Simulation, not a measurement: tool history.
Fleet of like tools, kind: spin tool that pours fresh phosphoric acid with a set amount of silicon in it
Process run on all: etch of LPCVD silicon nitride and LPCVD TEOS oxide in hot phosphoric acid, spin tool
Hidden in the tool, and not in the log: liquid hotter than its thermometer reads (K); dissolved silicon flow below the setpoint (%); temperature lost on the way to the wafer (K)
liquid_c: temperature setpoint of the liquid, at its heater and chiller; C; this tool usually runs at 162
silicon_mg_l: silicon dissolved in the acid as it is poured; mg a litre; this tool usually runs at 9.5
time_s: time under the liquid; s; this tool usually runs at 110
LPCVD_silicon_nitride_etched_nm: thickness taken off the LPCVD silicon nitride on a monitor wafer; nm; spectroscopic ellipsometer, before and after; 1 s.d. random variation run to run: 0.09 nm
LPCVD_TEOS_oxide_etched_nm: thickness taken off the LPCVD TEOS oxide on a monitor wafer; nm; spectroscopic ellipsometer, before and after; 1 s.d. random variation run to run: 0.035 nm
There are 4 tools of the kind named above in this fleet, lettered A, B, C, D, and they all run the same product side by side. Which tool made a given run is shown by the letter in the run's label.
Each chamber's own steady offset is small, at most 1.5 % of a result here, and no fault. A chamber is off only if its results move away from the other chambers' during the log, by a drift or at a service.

run   hour  liquid_c  silicon_mg_l  time_s  hours since the thermometer was replaced  hours since the dissolved silicon flow meter was replaced  hours since the heated supply line was repaired  read-back film thickness of the LPCVD silicon nitride reference wafer, read on the same gauge (nm)  read-back film thickness of the LPCVD TEOS oxide reference wafer, read on the same gauge (nm)  LPCVD_silicon_nitride_etched_nm  LPCVD_TEOS_oxide_etched_nm
 1A    6.3       162           9.5     110                                     504.6                                                     1369.3                                           1416.7                                                                                              29.983                                                                                         30.025                           9.9132                     0.58886
 2B   11.8       162           9.5     110                                     296.5                                                       55.3                                            477.3                                                                                              30.001                                                                                         30.000                           9.9964                     0.61319
 3C   16.4       162           9.5     110                                     220.7                                                      416.8                                            488.4                                                                                              29.988                                                                                         29.973                           9.9522                     0.61131
 4D   20.0       162           9.5     110                                    1728.0                                                       54.2                                           2440.4                                                                                              30.003                                                                                         30.000                           9.9140                     0.53265
 5C   26.5       162           9.5     110                                     230.8                                                      426.9                                            498.5                                                                                              30.020                                                                                         29.986                           9.8146                     0.65622
 6B   31.5       161           9.5      65                                     316.2                                                       75.0                                            497.0                                                                                              29.984                                                                                         30.030                           5.6083                     0.29498
 7A   35.8       161           9.5      65                                     534.1                                                     1398.8                                           1446.2                                                                                              29.992                                                                                         30.016                           5.5664                     0.34700
 8D   40.8       161           9.5      65                                    1748.8                                                       75.0                                           2461.2                                                                                              30.006                                                                                         29.940                           5.6817                     0.32739
 9D   43.8       161           9.5      65                                    1751.8                                                       78.0                                           2464.2                                                                                              29.989                                                                                         30.017                           5.5797                     0.32811
10A   47.4       162           9.5     110                                     545.7                                                     1410.4                                           1457.8                                                                                              29.982                                                                                         30.022                           9.7902                     0.64151
11B   50.6       163           9.5     160                                     335.3                                                       94.1                                            516.1                                                                                              29.973                                                                                         30.014                          14.9710                     0.95145
12C   56.7       163           9.5     160                                     261.0                                                      457.1                                            528.7                                                                                              30.000                                                                                         30.038                          15.1360                     0.88683
13A   62.6       163           9.5     160                                     560.9                                                     1425.6                                           1473.0                                                                                              29.992                                                                                         29.971                          14.7280                     0.87520
14C   66.2       163           9.5     160                                     270.5                                                      466.6                                            538.2                                                                                              29.986                                                                                         30.030                          14.9090                     0.92950
15D   71.0       164           9.5     110                                    1779.0                                                      105.2                                           2491.4                                                                                              29.963                                                                                         30.004                          10.5530                     0.69969
16B   74.4       164           9.5     110                                     359.1                                                      117.9                                            539.9                                                                                              30.020                                                                                         30.010                          10.4330                     0.67503
17D   77.5       164           9.5     110                                    1785.5                                                      111.7                                           2497.9                                                                                              30.000                                                                                         30.028                          10.6430                     0.77334
18C   81.7       164           9.5     110                                     286.0                                                      482.1                                            553.7                                                                                              29.963                                                                                         30.020                          10.5820                     0.65051
19A   87.6       162           9.5     110                                     585.9                                                     1450.6                                           1498.0                                                                                              29.985                                                                                         30.002                           9.7773                     0.65964
20B   93.5       162           9.5     110                                     378.2                                                      137.0                                            559.0                                                                                              30.024                                                                                         29.999                           9.4185                     0.52568
21A   96.7       162           9.5     110                                     595.0                                                     1459.7                                           1507.1                                                                                              30.019                                                                                         30.000                           9.7092                     0.61766
22B  101.8       162           9.5     110                                     386.5                                                      145.3                                            567.3                                                                                              29.986                                                                                         30.016                           9.5080                     0.54426
23D  108.2       162           9.5     110                                    1816.2                                                      142.4                                           2528.6                                                                                              29.991                                                                                         29.999                           9.9662                     0.60606
24C  114.7       162           9.5     110                                     319.0                                                      515.1                                            586.7                                                                                              30.023                                                                                         29.990                           9.9108                     0.59987
25D  117.8       162           9.5     110                                    1825.8                                                      152.0                                           2538.2                                                                                              29.998                                                                                         29.998                           9.9298                     0.66570
26A  123.8       163          12.5     110                                     622.1                                                     1486.8                                           1534.2                                                                                              30.013                                                                                         30.008                          10.2260                     0.58215
27B  130.1       163          12.5     110                                     414.8                                                      173.6                                            595.6                                                                                              30.009                                                                                         29.978                           9.7352                     0.50815
28C  134.2       163          12.5     110                                     338.5                                                      534.6                                            606.2                                                                                              29.970                                                                                         30.023                          10.3770                     0.65641
29B  138.2       163          12.5     110                                     422.9                                                      181.7                                            603.7                                                                                              30.004                                                                                         30.021                           9.3484                     0.47105
     139.1  -- chamber A: dissolved silicon flow meter replaced
30D  143.4       162           9.5     110                                    1851.4                                                      177.6                                           2563.8                                                                                              30.001                                                                                         30.062                           9.9799                     0.61509
31C  147.0       162           9.5     110                                     351.3                                                      547.4                                            619.0                                                                                              29.972                                                                                         29.998                           9.9220                     0.58339
32A  152.3       162           9.5     110                                     650.6                                                       13.2                                           1562.7                                                                                              29.992                                                                                         29.990                           9.9447                     0.58969
33A  155.4       162           9.5     110                                     653.7                                                       16.3                                           1565.8                                                                                              29.972                                                                                         29.966                           9.7763                     0.58174
34D  160.2       162           9.5     110                                    1868.2                                                      194.4                                           2580.6                                                                                              30.008                                                                                         29.992                           9.9998                     0.65417
     161.9  -- chamber C: heated supply line repaired
35C  163.3       162           9.5     155                                     367.6                                                      563.7                                              1.5                                                                                              29.992                                                                                         29.998                          14.1150                     0.79199
36B  166.6       162           9.5     155                                     451.3                                                      210.1                                            632.1                                                                                              29.999                                                                                         30.003                          12.7080                     0.56645

Decide between three cases: one chamber stands off from its peers, the gauge reading all wafers drifts, or nothing is wrong past each chamber's small offset. Where a chamber is off, say which and what most likely put it there.

Little by little, chamber B moves away from the other chambers.
What lies behind it: temperature lost on the way to the wafer (K) = 3.67.

Below are 4 candidate recipes for chamber B's next run, each the usual settings with a change, their results shown as question marks. Which of them brings B's results back in line with what the other chambers give on the usual settings?
In-line tolerance around the mean of the other chambers on the usual settings: LPCVD_silicon_nitride_etched_nm 0.3100 nm; LPCVD_TEOS_oxide_etched_nm 0.12000 nm
37B-1  171.3     159.5          18.0     100                                                                                                                                                                                                                                                                                                                                                                                         ?                           ?
37B-2  171.3     160.5          14.5     105                                                                                                                                                                                                                                                                                                                                                                                         ?                           ?
37B-3  171.3     164.5           1.0     120                                                                                                                                                                                                                                                                                                                                                                                         ?                           ?
37B-4  171.3     163.5           4.5     115                                                                                                                                                                                                                                                                                                                                                                                         ?                           ?

What the other chambers average on the usual settings: LPCVD_silicon_nitride_etched_nm 9.9049 nm; LPCVD_TEOS_oxide_etched_nm 0.60173 nm
  run  LPCVD_silicon_nitride_etched_nm  LPCVD_TEOS_oxide_etched_nm
37B-1                           7.4610                     0.28554
37B-2                           8.1035                     0.35368
37B-3                          10.5860                     0.72703
37B-4                           9.8139                     0.60563
37B-4 is the one that brings the chamber's results back in line with the other chambers.
